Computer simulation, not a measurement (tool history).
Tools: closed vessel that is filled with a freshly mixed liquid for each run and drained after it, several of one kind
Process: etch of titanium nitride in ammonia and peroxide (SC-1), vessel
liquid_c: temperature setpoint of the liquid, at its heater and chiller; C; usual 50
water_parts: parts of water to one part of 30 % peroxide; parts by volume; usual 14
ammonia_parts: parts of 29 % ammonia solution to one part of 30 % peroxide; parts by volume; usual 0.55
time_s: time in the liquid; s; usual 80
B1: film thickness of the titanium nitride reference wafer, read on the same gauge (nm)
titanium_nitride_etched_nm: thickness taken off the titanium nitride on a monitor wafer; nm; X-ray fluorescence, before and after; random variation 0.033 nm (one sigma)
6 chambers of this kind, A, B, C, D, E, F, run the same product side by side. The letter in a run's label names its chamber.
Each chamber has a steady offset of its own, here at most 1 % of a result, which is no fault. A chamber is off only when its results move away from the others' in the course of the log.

run 1C day=0.246 | liquid_c=50 water_parts=14 ammonia_parts=0.55 time_s=80 | B1=40.006 | titanium_nitride_etched_nm=4.3435
run 2E day=0.546 | liquid_c=50 water_parts=14 ammonia_parts=0.55 time_s=80 | B1=40.005 | titanium_nitride_etched_nm=4.3161
run 3A day=0.775 | liquid_c=50 water_parts=14 ammonia_parts=0.55 time_s=80 | B1=40.009 | titanium_nitride_etched_nm=4.2654
run 4B day=1.221 | liquid_c=50 water_parts=14 ammonia_parts=0.55 time_s=80 | B1=39.987 | titanium_nitride_etched_nm=4.317
run 5D day=1.688 | liquid_c=50 water_parts=14 ammonia_parts=0.55 time_s=80 | B1=40.005 | titanium_nitride_etched_nm=4.262
run 6F day=1.971 | liquid_c=50 water_parts=14 ammonia_parts=0.55 time_s=80 | B1=40.011 | titanium_nitride_etched_nm=4.3074
run 7C day=2.254 | liquid_c=50 water_parts=14 ammonia_parts=0.55 time_s=80 | B1=39.988 | titanium_nitride_etched_nm=4.3166
run 8D day=2.521 | liquid_c=40.5 water_parts=14 ammonia_parts=0.55 time_s=110 | B1=40.019 | titanium_nitride_etched_nm=2.9806
run 9F day=2.875 | liquid_c=40.5 water_parts=14 ammonia_parts=0.55 time_s=110 | B1=39.99 | titanium_nitride_etched_nm=2.9937
run 10B day=3.242 | liquid_c=40.5 water_parts=14 ammonia_parts=0.55 time_s=110 | B1=39.968 | titanium_nitride_etched_nm=2.9597
run 11E day=3.483 | liquid_c=40.5 water_parts=14 ammonia_parts=0.55 time_s=110 | B1=39.987 | titanium_nitride_etched_nm=2.9983
run 12A day=3.729 | liquid_c=40.5 water_parts=14 ammonia_parts=0.55 time_s=110 | B1=39.979 | titanium_nitride_etched_nm=3.0374
-- day=3.95 chamber D: ammonia flow meter replaced
run 13E day=4.012 | liquid_c=40.5 water_parts=14 ammonia_parts=0.55 time_s=110 | B1=39.973 | titanium_nitride_etched_nm=2.9821
run 14B day=4.342 | liquid_c=50 water_parts=14 ammonia_parts=0.55 time_s=80 | B1=40.012 | titanium_nitride_etched_nm=4.2649
run 15F day=4.629 | liquid_c=50 water_parts=14 ammonia_parts=0.55 time_s=80 | B1=39.994 | titanium_nitride_etched_nm=4.3516
run 16D day=4.867 | liquid_c=50 water_parts=12 ammonia_parts=0.55 time_s=120 | B1=39.997 | titanium_nitride_etched_nm=7.0016
run 17C day=5.342 | liquid_c=50 water_parts=12 ammonia_parts=0.55 time_s=120 | B1=39.994 | titanium_nitride_etched_nm=7.0236
-- day=5.571 chamber C: new drum of ammonia solution connected
run 18A day=5.742 | liquid_c=50 water_parts=12 ammonia_parts=0.55 time_s=120 | B1=39.984 | titanium_nitride_etched_nm=7.0353
run 19B day=6 | liquid_c=50 water_parts=12 ammonia_parts=0.55 time_s=120 | B1=40.027 | titanium_nitride_etched_nm=6.8591
-- day=6.167 chamber B: new drum of ammonia solution connected
run 20A day=6.442 | liquid_c=50 water_parts=12 ammonia_parts=0.55 time_s=120 | B1=39.998 | titanium_nitride_etched_nm=7.0363
run 21F day=6.717 | liquid_c=50 water_parts=12 ammonia_parts=0.55 time_s=120 | B1=40.009 | titanium_nitride_etched_nm=7.1071
run 22C day=7.088 | liquid_c=50 water_parts=14 ammonia_parts=0.55 time_s=80 | B1=40.008 | titanium_nitride_etched_nm=4.3253
run 23E day=7.546 | liquid_c=50 water_parts=14 ammonia_parts=0.55 time_s=80 | B1=39.96 | titanium_nitride_etched_nm=4.2766
run 24D day=7.938 | liquid_c=50 water_parts=14 ammonia_parts=0.55 time_s=80 | B1=39.978 | titanium_nitride_etched_nm=4.3139
-- day=7.946 chamber D: new drum of ammonia solution connected
run 25A day=8.346 | liquid_c=50 water_parts=14 ammonia_parts=0.55 time_s=80 | B1=40.011 | titanium_nitride_etched_nm=4.3672
run 26D day=8.671 | liquid_c=50 water_parts=14 ammonia_parts=0.55 time_s=80 | B1=40.001 | titanium_nitride_etched_nm=4.3459
run 27F day=9.017 | liquid_c=50 water_parts=14 ammonia_parts=0.55 time_s=80 | B1=40.023 | titanium_nitride_etched_nm=4.3119
-- day=9.038 chamber A: thermometer replaced
run 28C day=9.304 | liquid_c=50 water_parts=14 ammonia_parts=0.55 time_s=80 | B1=40.01 | titanium_nitride_etched_nm=4.3298
run 29E day=9.65 | liquid_c=50 water_parts=14 ammonia_parts=0.55 time_s=80 | B1=39.982 | titanium_nitride_etched_nm=4.2606
run 30B day=10.142 | liquid_c=50 water_parts=14 ammonia_parts=0.55 time_s=80 | B1=39.98 | titanium_nitride_etched_nm=4.0802
-- day=10.375 chamber E: new drum of ammonia solution connected
run 31D day=10.442 | liquid_c=50 water_parts=14 ammonia_parts=0.55 time_s=80 | B1=40.025 | titanium_nitride_etched_nm=4.2525
-- day=10.675 chamber C: ammonia flow meter replaced
run 32C day=10.725 | liquid_c=50 water_parts=14 ammonia_parts=0.55 time_s=80 | B1=39.995 | titanium_nitride_etched_nm=4.297
run 33F day=11.179 | liquid_c=50 water_parts=14 ammonia_parts=0.75 time_s=115 | B1=39.998 | titanium_nitride_etched_nm=6.5776
run 34B day=11.429 | liquid_c=50 water_parts=14 ammonia_parts=0.75 time_s=115 | B1=39.982 | titanium_nitride_etched_nm=6.1303
run 35A day=11.746 | liquid_c=50 water_parts=14 ammonia_parts=0.75 time_s=115 | B1=39.998 | titanium_nitride_etched_nm=6.5575
run 36E day=12.192 | liquid_c=50 water_parts=14 ammonia_parts=0.75 time_s=115 | B1=39.998 | titanium_nitride_etched_nm=6.4682
-- day=12.358 chamber B: ammonia flow meter replaced
run 37F day=12.425 | liquid_c=50 water_parts=14 ammonia_parts=0.75 time_s=115 | B1=40.003 | titanium_nitride_etched_nm=6.5614
run 38D day=12.783 | liquid_c=50 water_parts=14 ammonia_parts=0.75 time_s=115 | B1=39.963 | titanium_nitride_etched_nm=6.573
run 39B day=13.171 | liquid_c=50 water_parts=14 ammonia_parts=0.55 time_s=80 | B1=40.001 | titanium_nitride_etched_nm=4.0213
run 40A day=13.442 | liquid_c=50 water_parts=14 ammonia_parts=0.55 time_s=80 | B1=40.005 | titanium_nitride_etched_nm=4.3265
run 41E day=13.783 | liquid_c=50 water_parts=14 ammonia_parts=0.55 time_s=80 | B1=39.993 | titanium_nitride_etched_nm=4.2978

Is one chamber off against the others, does the gauge drift, or is nothing wrong? If a chamber is off, say which, and what the likeliest cause is.

Chamber B drifts away from the others.
Cause: liquid colder than its thermometer reads (K) = 1.24.

Here are 4 candidates for chamber B's next run, each the usual settings with a change, their results left as question marks. Which one brings its results back in line with what the others give on the usual settings?
In line means no further than this from the other chambers' mean on the usual settings: titanium_nitride_etched_nm 0.11 nm
run 42B-1 day=14.138 | liquid_c=49.5 water_parts=14 ammonia_parts=0.55 time_s=80 | titanium_nitride_etched_nm=?
run 42B-2 day=14.138 | liquid_c=50.5 water_parts=14 ammonia_parts=0.55 time_s=85 | titanium_nitride_etched_nm=?
run 42B-3 day=14.138 | liquid_c=50.5 water_parts=14 ammonia_parts=0.55 time_s=80 | titanium_nitride_etched_nm=?
run 42B-4 day=14.138 | liquid_c=49 water_parts=14.5 ammonia_parts=0.55 time_s=80 | titanium_nitride_etched_nm=?

The other chambers' mean on the usual settings: titanium_nitride_etched_nm 4.3158 nm
run=42B-1 titanium_nitride_etched_nm=3.8073
run=42B-2 titanium_nitride_etched_nm=4.3334
run=42B-3 titanium_nitride_etched_nm=4.0785
run=42B-4 titanium_nitride_etched_nm=3.6088
42B-2 brings the chamber back in line.
